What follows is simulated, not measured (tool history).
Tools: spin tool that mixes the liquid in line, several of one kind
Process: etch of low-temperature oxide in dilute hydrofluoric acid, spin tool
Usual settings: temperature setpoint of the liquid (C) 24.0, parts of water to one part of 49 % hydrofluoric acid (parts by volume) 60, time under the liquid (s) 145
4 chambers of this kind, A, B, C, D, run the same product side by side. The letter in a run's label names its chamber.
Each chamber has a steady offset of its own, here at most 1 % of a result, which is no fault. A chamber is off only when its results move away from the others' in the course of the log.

run   hour  temperature setpoint of the liquid (C)  parts of water to one part of 49 % hydrofluoric acid (parts by volume)  time under the liquid (s)  read-back film thickness of the low-temperature oxide reference wafer, read on the same gauge (nm)  thickness taken off the low-temperature oxide on a monitor wafer (angstrom)
 1C    8.1                                    24.0                                                                      60                        145                                                                                              70.016                                                                       458.61
 2D   14.0                                    24.0                                                                      60                        145                                                                                              70.017                                                                       452.90
 3A   24.8                                    24.0                                                                      60                        145                                                                                              69.981                                                                       454.71
 4B   31.9                                    24.0                                                                      60                        145                                                                                              69.990                                                                       455.53
 5C   39.1                                    24.0                                                                      35                        145                                                                                              70.008                                                                       823.69
 6D   44.4                                    24.0                                                                      35                        145                                                                                              70.026                                                                       791.54
 7B   50.2                                    24.0                                                                      35                        145                                                                                              69.999                                                                       811.08
 8A   57.4                                    24.0                                                                      35                        145                                                                                              69.964                                                                       814.11
 9C   65.4                                    21.5                                                                      60                        145                                                                                              69.997                                                                       415.23
10B   71.8                                    21.5                                                                      60                        145                                                                                              69.983                                                                       415.63
11D   83.4                                    21.5                                                                      60                        145                                                                                              70.005                                                                       410.57
12A   89.9                                    21.5                                                                      60                        145                                                                                              69.976                                                                       412.97
13B   98.6                                    24.0                                                                      60                        145                                                                                              70.005                                                                       454.54
14C  104.4                                    24.0                                                                      60                        145                                                                                              69.974                                                                       459.51
15A  116.0                                    24.0                                                                      60                        145                                                                                              69.976                                                                       454.35
16D  126.0                                    24.0                                                                      60                        145                                                                                              70.000                                                                       452.24
17A  131.9                                    24.0                                                                      60                        145                                                                                              70.001                                                                       455.24
18C  139.0                                    24.0                                                                      60                        145                                                                                              70.008                                                                       457.89
19B  147.8                                    21.5                                                                      50                        145                                                                                              70.006                                                                       498.20
20D  154.5                                    21.5                                                                      50                        145                                                                                              70.003                                                                       494.40
21A  159.9                                    21.5                                                                      50                        145                                                                                              69.984                                                                       505.69
22C  166.7                                    21.5                                                                      50                        145                                                                                              70.012                                                                       504.07
23B  173.1                                    24.0                                                                      60                        145                                                                                              69.981                                                                       459.52
24D  179.3                                    24.0                                                                      60                        145                                                                                              69.981                                                                       453.95
25B  186.8                                    24.0                                                                      60                        145                                                                                              69.983                                                                       456.80
26C  196.7                                    26.5                                                                      60                        145                                                                                              70.015                                                                       506.93
27D  205.8                                    26.5                                                                      60                        145                                                                                              69.975                                                                       500.14
28A  213.0                                    26.5                                                                      60                        145                                                                                              70.002                                                                       501.42
29D  223.0                                    26.5                                                                      60                        145                                                                                              69.993                                                                       502.75
30C  231.5                                    22.5                                                                      70                        145                                                                                              70.046                                                                       367.82
31A  242.3                                    22.5                                                                      70                        145                                                                                              70.017                                                                       367.75
32B  250.9                                    22.5                                                                      70                        145                                                                                              70.033                                                                       363.64

What goes on in this fleet: one chamber off, a drifting gauge, or nothing beyond the chambers' own small offsets? Name the chamber and the cause, if any.

No chamber stands off beyond its own small offset, and the gauge holds steady.
